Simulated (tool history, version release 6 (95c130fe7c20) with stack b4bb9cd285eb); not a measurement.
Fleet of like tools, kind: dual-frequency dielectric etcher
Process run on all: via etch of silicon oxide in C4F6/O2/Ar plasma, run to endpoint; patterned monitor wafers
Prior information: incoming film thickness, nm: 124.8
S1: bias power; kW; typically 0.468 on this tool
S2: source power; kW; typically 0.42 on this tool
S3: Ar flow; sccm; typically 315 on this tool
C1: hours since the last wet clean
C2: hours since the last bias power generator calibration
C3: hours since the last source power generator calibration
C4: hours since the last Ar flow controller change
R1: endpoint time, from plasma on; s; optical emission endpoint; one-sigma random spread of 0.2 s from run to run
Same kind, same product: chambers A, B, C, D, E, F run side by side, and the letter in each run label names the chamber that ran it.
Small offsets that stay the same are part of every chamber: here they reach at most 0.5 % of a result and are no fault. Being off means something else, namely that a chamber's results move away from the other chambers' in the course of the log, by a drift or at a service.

run,hour,S1,S2,S3,C1,C2,C3,C4,R1
1D,12.4,0.468,0.42,315,257.5,1970.7,254.2,2475.8,27.801
2A,21.9,0.468,0.42,315,192.8,1670.7,797.4,3450.7,27.902
3F,31.6,0.468,0.42,315,202.6,2086,258.7,934,27.529
4E,38.5,0.468,0.42,315,416.6,992.8,97.7,227.5,28.252
5B,45.5,0.468,0.42,315,402.7,2843.5,2712.7,724.5,27.891
# hour 55.2: chamber E: wet clean of the chamber
6C,60.5,0.468,0.47,343,381.8,2081.2,1176.6,829.5,26.993
7A,68.2,0.468,0.47,343,239.1,1717,843.7,3497,26.932
8B,76.2,0.468,0.47,343,433.4,2874.2,2743.4,755.2,26.682
9D,89.1,0.468,0.47,343,334.2,2047.4,330.9,2552.5,26.485
10C,98.5,0.468,0.47,343,419.8,2119.2,1214.6,867.5,27.19
11F,113.1,0.468,0.47,343,284.1,2167.5,340.2,1015.5,26.803
12E,122.2,0.468,0.42,315,67,1076.5,181.4,311.2,27.874
# hour 131.3: chamber B: wet clean of the chamber
13C,132.4,0.468,0.42,315,453.7,2153.1,1248.5,901.4,27.706
14E,139.4,0.468,0.42,315,84.2,1093.7,198.6,328.4,27.916
15D,151.3,0.468,0.42,315,396.4,2109.6,393.1,2614.7,27.767
16F,162.9,0.468,0.42,315,333.9,2217.3,390,1065.3,27.692
17B,171.3,0.36,0.42,388,40,2969.3,2838.5,850.3,32.242
18A,177.8,0.36,0.42,388,348.7,1826.6,953.3,3606.6,31.209
19C,185.1,0.36,0.42,388,506.4,2205.8,1301.2,954.1,31.375
# hour 193: chamber A: wet clean of the chamber
20F,200,0.36,0.42,388,371,2254.4,427.1,1102.4,31.21
# hour 200.6: chamber F: wet clean of the chamber
21D,214,0.36,0.42,388,459.1,2172.3,455.8,2677.4,31.532
22B,223.8,0.36,0.42,388,92.5,3021.8,2891,902.8,32.41
23A,231.1,0.468,0.46,276,38.1,1879.9,1006.6,3659.9,26.454
24E,242.8,0.468,0.46,276,187.6,1197.1,302,431.8,26.389
# hour 253.8: chamber D: wet clean of the chamber
25D,254.8,0.468,0.46,276,1,2213.1,496.6,2718.2,26.694
26C,263.2,0.468,0.46,276,584.5,2283.9,1379.3,1032.2,26.362
27E,269.8,0.468,0.46,276,214.6,1224.1,329,458.8,26.03
28F,283,0.468,0.46,276,82.4,2337.4,510.1,1185.4,26.317
29A,290.2,0.468,0.42,315,97.2,1939,1065.7,3719,27.742
30B,304.5,0.468,0.42,315,173.2,3102.5,2971.7,983.5,29.042
31C,319.1,0.468,0.42,315,640.4,2339.8,1435.2,1088.1,28.179
32A,328.9,0.468,0.42,315,135.9,1977.7,1104.4,3757.7,27.98
33D,339.2,0.468,0.42,315,85.4,2297.5,581,2802.6,28.099
34F,349.8,0.468,0.42,315,149.2,2404.2,576.9,1252.2,27.405
35B,360.1,0.468,0.42,315,228.8,3158.1,3027.3,1039.1,28.938
36E,368.8,0.468,0.33,342,313.6,1323.1,428,557.8,30.656
37D,375.5,0.468,0.33,342,121.7,2333.8,617.3,2838.9,30.307

Decide between three cases: one chamber stands off from its peers, the gauge reading all wafers drifts, or nothing is wrong past each chamber's small offset. Where a chamber is off, say which and what most likely put it there.

A service on chamber B put it out of line with the rest.
Most likely cause: etch rate under this chamber's usual, % = 4.55.

Below are 4 candidate recipes for chamber B's next run, each the usual settings with a change, their results shown as question marks. Which of them brings B's results back in line with what the other chambers give on the usual settings?
In line means no further than this from the other chambers' mean on the usual settings: R1 0.68 s
38B-1,386.4,0.493,0.44,315,,,,,?
38B-2,386.4,0.468,0.34,336,,,,,?
38B-3,386.4,0.522,0.47,315,,,,,?
38B-4,386.4,0.468,0.38,325,,,,,?

The mean the other chambers reach with the usual settings: R1 27.788 s
run,R1
38B-1,27.95
38B-2,31.596
38B-3,26.703
38B-4,30.197
It is 38B-1 that realigns the chamber with its peers.
